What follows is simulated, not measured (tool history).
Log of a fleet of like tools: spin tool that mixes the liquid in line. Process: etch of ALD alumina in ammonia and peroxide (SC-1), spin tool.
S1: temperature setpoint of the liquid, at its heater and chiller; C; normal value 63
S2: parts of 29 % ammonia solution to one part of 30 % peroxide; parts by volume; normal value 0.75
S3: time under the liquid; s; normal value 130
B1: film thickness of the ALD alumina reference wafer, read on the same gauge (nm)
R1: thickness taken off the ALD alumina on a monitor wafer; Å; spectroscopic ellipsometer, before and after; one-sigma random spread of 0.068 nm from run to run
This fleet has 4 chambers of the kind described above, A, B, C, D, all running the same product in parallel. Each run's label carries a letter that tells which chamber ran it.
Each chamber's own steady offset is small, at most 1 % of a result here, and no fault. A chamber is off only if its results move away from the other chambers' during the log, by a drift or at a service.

run	hour	S1	S2	S3	B1	R1
1A	7.7	63	0.75	130	99.998	137.34
2C	15.9	63	0.75	130	100	139.09
3B	27	63	0.75	130	99.972	138.01
4D	39.4	63	0.75	130	100.01	137.39
5A	48.2	63	0.75	130	100.01	138.24
6D	59.7	63	0.75	130	100	137.15
7C	73.7	63	0.75	130	100.05	140.19
8B	85.6	63	0.75	130	99.984	137.14
9C	96.6	63	0.75	130	99.981	138.35
10D	108.5	63	0.75	130	100.01	138
11B	119.7	63	0.75	130	100	138.82
12A	127.4	63	0.75	130	99.999	137.8
13C	139.3	63	0.75	130	100.03	140.01
14A	152.5	63	0.75	130	99.978	136.56
15B	164.3	63	0.75	130	99.981	139.15
16D	172.7	63	0.75	130	100.02	140.39
17C	184.3	63	0.75	130	100.01	139.11
18A	194.7	63	0.75	130	99.982	137.08
19D	207.1	63	0.75	130	99.967	141.49
20B	218.1	63	0.75	130	99.993	137.72
21C	230.1	63	0.75	130	99.994	139.3
22B	239.8	63	0.75	130	99.996	137.26
23D	253.6	54.5	0.75	155	100.01	109.58
24A	262.8	54.5	0.75	155	100.02	106.85

Is one chamber off against the others, does the gauge drift, or is nothing wrong? If a chamber is off, say which, and what the likeliest cause is.

It is chamber D that slowly wanders off from its peers.
What lies behind it: liquid hotter than its thermometer reads (K) = 1.

Which of the 4 candidates below, each the usual settings with something changed and its results left as question marks, puts chamber D back in line with what the other chambers give on the usual settings?
In line means no further than this from the other chambers' mean on the usual settings: R1 2.4 Å
25D-1	273.2	63	0.75	125		?
25D-2	273.2	63	0.75	135		?
25D-3	273.2	62.5	0.75	125		?
25D-4	273.2	63.5	0.75	135		?

Other chambers, usual settings, mean: R1 138.38 Å
run	R1
25D-1	138
25D-2	149.04
25D-3	134.59
25D-4	152.88
The answer is 25D-1, which returns the chamber to within the allowed miss of the others.
